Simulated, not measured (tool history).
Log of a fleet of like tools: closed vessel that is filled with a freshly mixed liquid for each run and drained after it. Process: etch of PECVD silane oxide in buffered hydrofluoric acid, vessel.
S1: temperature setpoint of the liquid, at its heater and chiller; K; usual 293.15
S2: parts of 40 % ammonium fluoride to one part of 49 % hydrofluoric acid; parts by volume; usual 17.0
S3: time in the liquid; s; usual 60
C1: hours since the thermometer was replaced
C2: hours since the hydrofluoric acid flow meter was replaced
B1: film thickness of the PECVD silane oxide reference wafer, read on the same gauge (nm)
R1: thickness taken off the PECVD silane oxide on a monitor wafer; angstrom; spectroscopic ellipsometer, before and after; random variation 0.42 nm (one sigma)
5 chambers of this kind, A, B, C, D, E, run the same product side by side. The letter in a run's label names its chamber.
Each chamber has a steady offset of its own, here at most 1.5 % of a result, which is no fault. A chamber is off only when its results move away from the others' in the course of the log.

run   hour      S1    S2  S3      C1      C2      B1      R1
 1D    4.7  293.15  17.0  60   494.8   570.1  129.98  571.97
 2E    7.5  293.15  17.0  60   567.4  1021.5  129.98  557.65
 3A   13.1  293.15  17.0  60  1215.6  1319.0  130.00  561.91
 4B   15.7  293.15  17.0  60   852.0   233.2  130.04  558.65
 5C   19.3  293.15  17.0  60  1313.8   767.4  129.99  568.55
 6A   23.3  293.15  17.0  60  1225.8  1329.2  130.02  565.05
 7C   26.4  293.15  17.0  60  1320.9   774.5  129.98  568.83
 8B   31.9  293.15  17.0  60   868.2   249.4  129.98  561.27
 9D   36.6  293.15  17.0  60   526.7   602.0  130.00  571.28
10E   40.5  293.15  17.0  60   600.4  1054.5  129.99  569.39
11C   46.0  293.15  17.0  60  1340.5   794.1  130.02  567.24
12E   49.5  293.15  17.0  60   609.4  1063.5  130.04  567.52
13D   52.7  293.15  17.0  60   542.8   618.1  129.98  566.54
14B   56.1  293.15  22.5  40   892.4   273.6  130.01  290.64
15A   59.2  293.15  22.5  40  1261.7  1365.1  130.01  294.84
16D   62.7  293.15  22.5  40   552.8   628.1  130.02  294.58
17A   65.1  293.15  22.5  40  1267.6  1371.0  129.98  294.04
18B   68.6  293.15  22.5  40   904.9   286.1  130.03  293.25
19C   72.5  293.15  17.0  60  1367.0   820.6  129.99  558.07
20E   75.2  293.15  17.0  60   635.1  1089.2  130.02  556.35
21B   78.3  293.15  17.0  60   914.6   295.8  129.99  565.65
22C   83.9  293.15  17.0  60  1378.4   832.0  130.00  574.13
23D   86.8  293.15  17.0  60   576.9   652.2  129.98  561.73
24A   91.4  293.15  17.0  60  1293.9  1397.3  129.98  574.05
25E   95.9  293.15  17.0  60   655.8  1109.9  129.99  558.06
26E  101.1  295.65  17.0  50   661.0  1115.1  129.97  537.42
27C  106.2  295.65  17.0  50  1400.7   854.3  130.01  541.98
28D  110.5  295.65  17.0  50   600.6   675.9  129.98  534.11
29B  113.1  295.65  17.0  50   949.4   330.6  130.02  533.30
30A  118.4  295.65  17.0  50  1320.9  1424.3  130.06  553.85
31D  123.9  293.15  17.0  60   614.0   689.3  130.00  566.63
32A  126.6  293.15  17.0  60  1329.1  1432.5  129.98  577.07
33C  132.0  293.15  17.0  60  1426.5   880.1  130.03  565.17
34B  137.6  293.15  17.0  60   973.9   355.1  129.99  549.93
35E  142.0  291.65  17.0  45   701.9  1156.0  130.03  388.49
36A  146.9  291.65  17.0  45  1349.4  1452.8  130.01  415.07

Is one chamber off against the others, does the gauge drift, or is nothing wrong? If a chamber is off, say which, and what the likeliest cause is.

Chamber A drifts away from the others.
Cause: hydrofluoric acid flow above the setpoint (%) = 6.38.
The log may not tell that from: liquid hotter than its thermometer reads (K).

Here are 4 candidates for chamber A's next run, each the usual settings with a change, their results left as question marks. Which one brings its results back in line with what the others give on the usual settings?
In line means no further than this from the other chambers' mean on the usual settings: R1 15.00 angstrom
37A-1  150.9  293.15  16.0  60               ?
37A-2  150.9  293.15  16.5  65               ?
37A-3  150.9  292.65  17.5  60               ?
37A-4  150.9  293.15  19.0  60               ?

The other chambers' mean on the usual settings: R1 563.09 angstrom
  run      R1
37A-1  630.23
37A-2  662.44
37A-3  561.52
37A-4  532.34
37A-3 brings the chamber back in line.
